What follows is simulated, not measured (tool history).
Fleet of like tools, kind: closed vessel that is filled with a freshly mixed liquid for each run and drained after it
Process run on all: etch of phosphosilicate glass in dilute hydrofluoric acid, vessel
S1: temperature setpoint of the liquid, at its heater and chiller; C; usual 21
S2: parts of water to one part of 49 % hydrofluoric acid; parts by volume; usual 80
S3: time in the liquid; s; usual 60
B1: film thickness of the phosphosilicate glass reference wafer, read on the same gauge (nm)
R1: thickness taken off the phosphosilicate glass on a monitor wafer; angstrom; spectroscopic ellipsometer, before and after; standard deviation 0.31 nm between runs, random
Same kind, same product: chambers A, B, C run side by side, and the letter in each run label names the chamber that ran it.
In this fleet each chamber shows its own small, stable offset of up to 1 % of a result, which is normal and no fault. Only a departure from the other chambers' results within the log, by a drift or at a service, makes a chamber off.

Run 1A, hour 12.2: usual settings; B1 30.007. Result: R1 569.05 angstrom.
Run 2B, hour 21.9: usual settings; B1 30.042. Result: R1 576.24 angstrom.
Run 3C, hour 28.0: usual settings; B1 30.030. Result: R1 588.26 angstrom.
Run 4A, hour 35.4: usual settings; B1 29.996. Result: R1 574.07 angstrom.
Run 5C, hour 47.3: usual settings; B1 30.022. Result: R1 580.55 angstrom.
Run 6B, hour 55.6: usual settings; B1 30.014. Result: R1 578.09 angstrom.
Run 7C, hour 61.7: usual settings; B1 29.957. Result: R1 574.79 angstrom.
Run 8B, hour 69.3: usual settings; B1 30.003. Result: R1 575.67 angstrom.
Run 9A, hour 76.3: usual settings; B1 30.049. Result: R1 576.12 angstrom.
Run 10A, hour 85.4: usual settings; B1 29.979. Result: R1 573.40 angstrom.
Run 11B, hour 97.5: usual settings; B1 29.982. Result: R1 582.76 angstrom.
Run 12C, hour 106.3: usual settings; B1 30.012. Result: R1 575.96 angstrom.
Run 13B, hour 116.9: usual settings; B1 29.995. Result: R1 587.23 angstrom.
Run 14C, hour 123.9: usual settings but S1 23 C, S3 90 s; B1 30.008. Result: R1 951.34 angstrom.
Run 15A, hour 131.7: usual settings but S1 23 C, S3 90 s; B1 30.005. Result: R1 939.03 angstrom.
Run 16B, hour 143.7: usual settings but S1 23 C, S3 90 s; B1 30.001. Result: R1 965.95 angstrom.
Run 17A, hour 149.4: usual settings; B1 29.997. Result: R1 574.50 angstrom.
Run 18C, hour 158.3: usual settings; B1 30.046. Result: R1 583.09 angstrom.
Run 19C, hour 164.0: usual settings; B1 29.999. Result: R1 581.65 angstrom.
Run 20A, hour 170.8: usual settings but S1 24 C; B1 30.013. Result: R1 652.73 angstrom.
Run 21B, hour 176.8: usual settings but S1 24 C; B1 30.044. Result: R1 674.58 angstrom.
Run 22C, hour 184.2: usual settings but S1 24 C; B1 29.931. Result: R1 660.89 angstrom.
Run 23A, hour 195.8: usual settings; B1 29.985. Result: R1 576.26 angstrom.
Run 24B, hour 203.7: usual settings; B1 29.996. Result: R1 598.21 angstrom.

Next, every chamber runs the same settings. What will each give?
Run 25A, hour 212.9: usual settings. Result: R1 ?.
Run 25B, hour 212.9: usual settings. Result: R1 ?.
Run 25C, hour 212.9: usual settings. Result: R1 ?.

run      R1
25A  574.47
25B  599.58
25C  578.65
